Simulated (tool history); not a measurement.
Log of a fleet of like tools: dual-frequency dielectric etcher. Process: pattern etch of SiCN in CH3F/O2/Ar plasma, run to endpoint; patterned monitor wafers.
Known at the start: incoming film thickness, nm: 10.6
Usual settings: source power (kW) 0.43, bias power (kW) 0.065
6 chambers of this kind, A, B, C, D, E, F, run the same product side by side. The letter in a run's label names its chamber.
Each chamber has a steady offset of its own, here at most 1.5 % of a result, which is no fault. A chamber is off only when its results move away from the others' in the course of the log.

run,hour,source power (kW),bias power (kW),hours since the last wet clean,hours since the last source power generator calibration,hours since the last bias power generator calibration,endpoint time (s)
# hour 6.3: chamber B: wet clean of the chamber
1F,8.3,0.43,0.065,122.4,1539.2,1309.7,28.408
2D,16.3,0.43,0.065,255.1,951.3,1181.3,28.538
3C,24.7,0.43,0.065,245.9,378.6,1271.4,28.559
4B,30.5,0.43,0.065,24.2,776.1,2722.8,28.189
5E,36.8,0.32,0.06,361.1,1220.4,1761,32.847
6A,44.2,0.32,0.06,137.4,75.4,1372.4,32.514
7B,49.8,0.32,0.06,43.5,795.4,2742.1,32.684
8F,58.3,0.32,0.06,172.4,1589.2,1359.7,32.633
9E,66.6,0.32,0.06,390.9,1250.2,1790.8,33.601
10C,71.1,0.32,0.06,292.3,425,1317.8,32.655
11D,78.5,0.43,0.065,317.3,1013.5,1243.5,28.545
12A,86.5,0.43,0.065,179.7,117.7,1414.7,28.472
13B,93.5,0.43,0.065,87.2,839.1,2785.8,28.329
14F,101.4,0.43,0.065,215.5,1632.3,1402.8,28.573
15D,107.7,0.43,0.065,346.5,1042.7,1272.7,28.229
16C,116.2,0.43,0.065,337.4,470.1,1362.9,28.573
17E,121.2,0.43,0.065,445.5,1304.8,1845.4,29.024
18A,128.6,0.43,0.065,221.8,159.8,1456.8,28.126
19E,133.3,0.43,0.065,457.6,1316.9,1857.5,29.251
20D,141.4,0.43,0.065,380.2,1076.4,1306.4,28.593
21A,146.8,0.43,0.065,240,178,1475,28.231
22B,151.1,0.43,0.065,144.8,896.7,2843.4,28.543
# hour 154.7: chamber D: wet clean of the chamber
23F,159.7,0.49,0.053,273.8,1690.6,1461.1,29.286
24C,168.6,0.49,0.053,389.8,522.5,1415.3,28.923
25A,173.7,0.49,0.053,266.9,204.9,1501.9,28.916
26B,177.9,0.49,0.053,171.6,923.5,2870.2,28.886
# hour 182.9: chamber E: wet clean of the chamber
27C,184.7,0.49,0.053,405.9,538.6,1431.4,29.146
28E,193.7,0.49,0.053,10.8,1377.3,1917.9,29.551
29D,198,0.43,0.065,43.4,1133,1363,28.694
30F,207,0.43,0.065,321.1,1737.9,1508.4,28.099
31A,212.1,0.43,0.065,305.3,243.3,1540.3,28.507
32F,217,0.43,0.065,331.1,1747.9,1518.4,28.644
33E,221.9,0.43,0.065,39,1405.5,1946.1,28.791
34D,227,0.43,0.065,72.4,1162,1392,28.721
35B,233.3,0.43,0.065,227,978.9,2925.6,28.425
36C,239.8,0.43,0.065,461,593.7,1486.5,28.576
37A,247.5,0.46,0.071,340.7,278.7,1575.7,26.422
38E,251.6,0.46,0.071,68.7,1435.2,1975.8,27.496

Is one chamber off against the others, does the gauge drift, or is nothing wrong? If a chamber is off, say which, and what the likeliest cause is.

No chamber stands off beyond its own small offset, and the gauge holds steady.
